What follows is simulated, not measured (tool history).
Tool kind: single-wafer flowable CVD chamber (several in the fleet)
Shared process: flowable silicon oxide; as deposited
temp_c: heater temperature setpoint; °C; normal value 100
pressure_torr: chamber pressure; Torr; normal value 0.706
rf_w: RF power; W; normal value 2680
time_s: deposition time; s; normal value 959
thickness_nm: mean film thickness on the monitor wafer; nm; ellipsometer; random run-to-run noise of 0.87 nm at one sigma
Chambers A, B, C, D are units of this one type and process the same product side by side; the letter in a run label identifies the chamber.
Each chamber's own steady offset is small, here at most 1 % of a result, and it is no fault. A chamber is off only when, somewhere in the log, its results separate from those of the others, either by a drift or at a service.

run   hour  temp_c  pressure_torr  rf_w  time_s  hours since the last thermocouple change  hours since the last RF generator calibration  hours since the last manometer calibration  read-back reference wafer on the same gauge, thickness_nm  thickness_nm
       2.3  -- chamber C: thermocouple changed; heater temperature recalibrated
 1D    8.1     100          0.706  2680     959                                      1912                                           83.5                                       722.7                                                     443.11        514.58
 2A   16.9     100          0.706  2680     959                                     840.7                                          727.6                                       256.6                                                     443.15        514.88
 3C   24.1     100          0.706  2680     959                                      21.9                                          272.1                                       769.8                                                     443.01        519.85
 4B   30.5     100          0.706  2680     959                                    1385.2                                           1300                                      2200.7                                                     443.28        517.71
 5C     43     100          0.706  2680     959                                      40.8                                            291                                       788.7                                                     443.16        518.57
 6A   57.2     100           0.54  2680     771                                       881                                          767.9                                       296.9                                                     443.52        286.29
 7B   64.8     100           0.54  2680     771                                    1419.5                                         1334.3                                        2235                                                     443.64        286.18
 8D   72.2     100           0.54  2680     771                                    1976.1                                          147.6                                       786.8                                                     443.32        285.09
 9B   86.2     100           0.54  2680     771                                    1440.9                                         1355.7                                      2256.4                                                     443.78         286.6
10D   97.1     100          0.706  2680     959                                      2001                                          172.5                                       811.7                                                     443.69        516.03
11A  105.6     100          0.706  2680     959                                     929.4                                          816.3                                       345.3                                                     443.77         517.3
12C  115.7     100          0.706  2680     959                                     113.5                                          363.7                                       861.4                                                      443.7        520.12
13D  122.2     100          0.706  2680     959                                    2026.1                                          197.6                                       836.8                                                     443.98        516.06
14A  133.5     100          0.706  2680     959                                     957.3                                          844.2                                       373.2                                                     444.01        516.25
15C  141.7     100          0.706  2680     959                                     139.5                                          389.7                                       887.4                                                     444.16        520.35
16B  150.7     100          0.706  2680     959                                    1505.4                                         1420.2                                      2320.9                                                     444.06        518.42
17D    163     100           0.63  2680     959                                    2066.9                                          238.4                                       877.6                                                     444.27           441
18B  170.9     100           0.63  2680     959                                    1525.6                                         1440.4                                      2341.1                                                     444.29        443.74
19C  182.3     100           0.63  2680     959                                     180.1                                          430.3                                         928                                                     444.23        444.92
20A  188.7     100           0.63  2680     959                                    1012.5                                          899.4                                       428.4                                                     444.33        443.08
21B    198     100          0.706  2680     959                                    1552.7                                         1467.5                                      2368.2                                                     444.51        519.23
22C  205.1     100          0.706  2680     959                                     202.9                                          453.1                                       950.8                                                      444.4        521.39
23A  214.8     100          0.706  2680     959                                    1038.6                                          925.5                                       454.5                                                     444.68        519.56
24D  223.3     100          0.706  2680     959                                    2127.2                                          298.7                                       937.9                                                     444.74        516.36
25C  235.7     114          0.584  2680     959                                     233.5                                          483.7                                       981.4                                                     444.59        252.77
26A  246.3     114          0.584  2680     959                                    1070.1                                            957                                         486                                                     444.88        253.04
27D  253.3     114          0.584  2680     959                                    2157.2                                          328.7                                       967.9                                                     444.98        250.02
28B  266.6     114          0.584  2680     959                                    1621.3                                         1536.1                                      2436.8                                                     444.85        253.32
29D  277.8     100          0.706  2680     959                                    2181.7                                          353.2                                       992.4                                                     445.24        517.84
30B  291.2     100          0.706  2680     959                                    1645.9                                         1560.7                                      2461.4                                                     445.02         520.7
     300.1  -- chamber C: capacitance manometer re-zeroed and calibrated
31C  305.2     100          0.706  2680     959                                       303                                          553.2                                         5.1                                                      445.2         522.4
32A    314     100          0.706  2680     959                                    1137.8                                         1024.7                                       553.7                                                     445.11        518.82
33C    324     100          0.706  2680     959                                     321.8                                            572                                        23.9                                                     445.41        521.66
34D  330.8     100          0.706  2680     959                                    2234.7                                          406.2                                      1045.4                                                     445.45        516.84
35A  337.5     100          0.706  2680     959                                    1161.3                                         1048.2                                       577.2                                                     445.45        517.52
36B  348.2     110          0.706  2680     959                                    1702.9                                         1617.7                                      2518.4                                                      445.6        374.43
37D  354.6     110          0.706  2680     959                                    2258.5                                            430                                      1069.2                                                     445.84        369.05
38B  366.7     110          0.706  2680     959                                    1721.4                                         1636.2                                      2536.9                                                     445.74        375.37
39A  376.9     110          0.706  2680     959                                    1200.7                                         1087.6                                       616.6                                                     445.78         373.6
40C  384.9     100          0.706  2680     959                                     382.7                                          632.9                                        84.8                                                     445.82        522.55
41C  392.8     100          0.706  2680     959                                     390.6                                          640.8                                        92.7                                                     446.12        523.04
42A  404.6     100          0.706  2680     959                                    1228.4                                         1115.3                                       644.3                                                     445.93        519.21

The same settings go to every chamber for the next run, one line per chamber below. Forecast the results for each:
43A   415     100          0.829  2680     959                                                                                                                                                                                                             ?
43B   415     100          0.829  2680     959                                                                                                                                                                                                             ?
43C   415     100          0.829  2680     959                                                                                                                                                                                                             ?
43D   415     100          0.829  2680     959                                                                                                                                                                                                             ?

run  thickness_nm
43A        640.37
43B        645.94
43C        648.07
43D        641.26
